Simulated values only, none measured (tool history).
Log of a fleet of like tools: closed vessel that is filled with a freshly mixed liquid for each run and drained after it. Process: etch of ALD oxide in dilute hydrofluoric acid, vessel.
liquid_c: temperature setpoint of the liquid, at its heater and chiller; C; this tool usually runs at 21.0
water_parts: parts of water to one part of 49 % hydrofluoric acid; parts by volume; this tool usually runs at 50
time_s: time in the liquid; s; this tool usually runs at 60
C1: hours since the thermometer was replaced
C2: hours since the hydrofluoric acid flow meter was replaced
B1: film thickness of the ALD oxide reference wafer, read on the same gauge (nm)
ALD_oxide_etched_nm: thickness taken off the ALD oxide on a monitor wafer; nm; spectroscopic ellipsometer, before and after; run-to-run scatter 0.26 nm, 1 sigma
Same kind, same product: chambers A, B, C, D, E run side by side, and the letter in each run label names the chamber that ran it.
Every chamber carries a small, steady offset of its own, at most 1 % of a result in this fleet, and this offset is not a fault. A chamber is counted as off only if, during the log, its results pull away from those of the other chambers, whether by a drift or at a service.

run 1D hour=5.2 | liquid_c=21.0 water_parts=50 time_s=60 | C1=1186.7 C2=94.7 | B1=120.00 | ALD_oxide_etched_nm=29.917
run 2B hour=9.1 | liquid_c=21.0 water_parts=50 time_s=60 | C1=132.6 C2=346.7 | B1=119.97 | ALD_oxide_etched_nm=29.958
run 3C hour=12.1 | liquid_c=21.0 water_parts=50 time_s=60 | C1=64.6 C2=636.7 | B1=120.02 | ALD_oxide_etched_nm=29.810
run 4A hour=16.3 | liquid_c=21.0 water_parts=50 time_s=60 | C1=729.4 C2=65.5 | B1=119.98 | ALD_oxide_etched_nm=30.212
run 5E hour=21.3 | liquid_c=21.0 water_parts=50 time_s=60 | C1=409.5 C2=926.2 | B1=120.03 | ALD_oxide_etched_nm=29.484
run 6B hour=25.3 | liquid_c=21.0 water_parts=50 time_s=60 | C1=148.8 C2=362.9 | B1=119.98 | ALD_oxide_etched_nm=29.512
run 7A hour=30.1 | liquid_c=21.0 water_parts=50 time_s=60 | C1=743.2 C2=79.3 | B1=119.98 | ALD_oxide_etched_nm=30.435
run 8E hour=33.2 | liquid_c=21.0 water_parts=50 time_s=60 | C1=421.4 C2=938.1 | B1=120.01 | ALD_oxide_etched_nm=29.663
-- hour=34.1 chamber C: hydrofluoric acid flow meter replaced
run 9C hour=37.7 | liquid_c=17.0 water_parts=50 time_s=60 | C1=90.2 C2=3.6 | B1=119.98 | ALD_oxide_etched_nm=25.452
run 10D hour=41.4 | liquid_c=17.0 water_parts=50 time_s=60 | C1=1222.9 C2=130.9 | B1=120.03 | ALD_oxide_etched_nm=25.497
run 11B hour=44.4 | liquid_c=17.0 water_parts=50 time_s=60 | C1=167.9 C2=382.0 | B1=120.00 | ALD_oxide_etched_nm=25.040
run 12A hour=49.3 | liquid_c=17.0 water_parts=50 time_s=60 | C1=762.4 C2=98.5 | B1=120.00 | ALD_oxide_etched_nm=25.374
run 13D hour=53.6 | liquid_c=17.0 water_parts=50 time_s=60 | C1=1235.1 C2=143.1 | B1=120.03 | ALD_oxide_etched_nm=25.482
run 14C hour=57.7 | liquid_c=21.0 water_parts=50 time_s=60 | C1=110.2 C2=23.6 | B1=119.98 | ALD_oxide_etched_nm=29.882
run 15E hour=61.1 | liquid_c=21.0 water_parts=50 time_s=60 | C1=449.3 C2=966.0 | B1=120.01 | ALD_oxide_etched_nm=29.741
run 16D hour=64.7 | liquid_c=21.0 water_parts=50 time_s=60 | C1=1246.2 C2=154.2 | B1=120.01 | ALD_oxide_etched_nm=29.784
run 17E hour=67.9 | liquid_c=21.0 water_parts=50 time_s=60 | C1=456.1 C2=972.8 | B1=119.99 | ALD_oxide_etched_nm=29.476
run 18C hour=73.1 | liquid_c=21.0 water_parts=50 time_s=60 | C1=125.6 C2=39.0 | B1=120.04 | ALD_oxide_etched_nm=30.452
run 19B hour=75.7 | liquid_c=21.0 water_parts=50 time_s=60 | C1=199.2 C2=413.3 | B1=119.99 | ALD_oxide_etched_nm=30.083
run 20A hour=80.8 | liquid_c=21.0 water_parts=50 time_s=60 | C1=793.9 C2=130.0 | B1=119.99 | ALD_oxide_etched_nm=29.384
run 21C hour=86.0 | liquid_c=21.0 water_parts=50 time_s=60 | C1=138.5 C2=51.9 | B1=120.01 | ALD_oxide_etched_nm=29.978
run 22A hour=90.2 | liquid_c=21.0 water_parts=50 time_s=60 | C1=803.3 C2=139.4 | B1=119.99 | ALD_oxide_etched_nm=29.644
run 23B hour=93.6 | liquid_c=21.0 water_parts=50 time_s=60 | C1=217.1 C2=431.2 | B1=120.02 | ALD_oxide_etched_nm=30.049
run 24E hour=97.5 | liquid_c=21.0 water_parts=50 time_s=60 | C1=485.7 C2=1002.4 | B1=119.96 | ALD_oxide_etched_nm=29.813
run 25D hour=101.6 | liquid_c=25.5 water_parts=30 time_s=60 | C1=1283.1 C2=191.1 | B1=119.99 | ALD_oxide_etched_nm=62.021
run 26A hour=106.8 | liquid_c=25.5 water_parts=30 time_s=60 | C1=819.9 C2=156.0 | B1=119.97 | ALD_oxide_etched_nm=61.497
run 27D hour=112.1 | liquid_c=25.5 water_parts=30 time_s=60 | C1=1293.6 C2=201.6 | B1=119.99 | ALD_oxide_etched_nm=62.885
run 28B hour=115.1 | liquid_c=25.5 water_parts=30 time_s=60 | C1=238.6 C2=452.7 | B1=119.99 | ALD_oxide_etched_nm=60.940
run 29E hour=118.1 | liquid_c=25.5 water_parts=30 time_s=60 | C1=506.3 C2=1023.0 | B1=119.96 | ALD_oxide_etched_nm=62.041
run 30C hour=123.0 | liquid_c=21.0 water_parts=50 time_s=60 | C1=175.5 C2=88.9 | B1=120.01 | ALD_oxide_etched_nm=30.253
run 31A hour=126.9 | liquid_c=21.0 water_parts=50 time_s=60 | C1=840.0 C2=176.1 | B1=119.98 | ALD_oxide_etched_nm=29.481
run 32D hour=129.7 | liquid_c=21.0 water_parts=50 time_s=60 | C1=1311.2 C2=219.2 | B1=120.03 | ALD_oxide_etched_nm=30.148
run 33C hour=132.4 | liquid_c=21.0 water_parts=50 time_s=60 | C1=184.9 C2=98.3 | B1=119.97 | ALD_oxide_etched_nm=29.768
run 34B hour=137.3 | liquid_c=21.0 water_parts=50 time_s=60 | C1=260.8 C2=474.9 | B1=120.01 | ALD_oxide_etched_nm=29.907
run 35E hour=139.9 | liquid_c=21.0 water_parts=50 time_s=60 | C1=528.1 C2=1044.8 | B1=120.00 | ALD_oxide_etched_nm=29.769
run 36A hour=142.4 | liquid_c=21.0 water_parts=50 time_s=60 | C1=855.5 C2=191.6 | B1=120.02 | ALD_oxide_etched_nm=28.759
run 37D hour=145.4 | liquid_c=18.0 water_parts=50 time_s=35 | C1=1326.9 C2=234.9 | B1=120.00 | ALD_oxide_etched_nm=15.342
run 38C hour=148.5 | liquid_c=18.0 water_parts=50 time_s=35 | C1=201.0 C2=114.4 | B1=120.04 | ALD_oxide_etched_nm=15.246
run 39E hour=153.4 | liquid_c=18.0 water_parts=50 time_s=35 | C1=541.6 C2=1058.3 | B1=120.02 | ALD_oxide_etched_nm=15.051
run 40B hour=156.0 | liquid_c=18.0 water_parts=50 time_s=35 | C1=279.5 C2=493.6 | B1=119.98 | ALD_oxide_etched_nm=15.403
run 41B hour=161.0 | liquid_c=18.0 water_parts=50 time_s=35 | C1=284.5 C2=498.6 | B1=119.97 | ALD_oxide_etched_nm=15.201
run 42D hour=164.7 | liquid_c=21.0 water_parts=50 time_s=60 | C1=1346.2 C2=254.2 | B1=119.97 | ALD_oxide_etched_nm=30.025
run 43E hour=169.3 | liquid_c=21.0 water_parts=50 time_s=60 | C1=557.5 C2=1074.2 | B1=120.00 | ALD_oxide_etched_nm=29.960

All 5 chambers run these settings next. Forecast each chamber's results:
run 44A hour=173.1 | liquid_c=21.0 water_parts=50 time_s=60 | ALD_oxide_etched_nm=?
run 44B hour=173.1 | liquid_c=21.0 water_parts=50 time_s=60 | ALD_oxide_etched_nm=?
run 44C hour=173.1 | liquid_c=21.0 water_parts=50 time_s=60 | ALD_oxide_etched_nm=?
run 44D hour=173.1 | liquid_c=21.0 water_parts=50 time_s=60 | ALD_oxide_etched_nm=?
run 44E hour=173.1 | liquid_c=21.0 water_parts=50 time_s=60 | ALD_oxide_etched_nm=?

run=44A ALD_oxide_etched_nm=28.839
run=44B ALD_oxide_etched_nm=30.062
run=44C ALD_oxide_etched_nm=30.486
run=44D ALD_oxide_etched_nm=30.543
run=44E ALD_oxide_etched_nm=29.378

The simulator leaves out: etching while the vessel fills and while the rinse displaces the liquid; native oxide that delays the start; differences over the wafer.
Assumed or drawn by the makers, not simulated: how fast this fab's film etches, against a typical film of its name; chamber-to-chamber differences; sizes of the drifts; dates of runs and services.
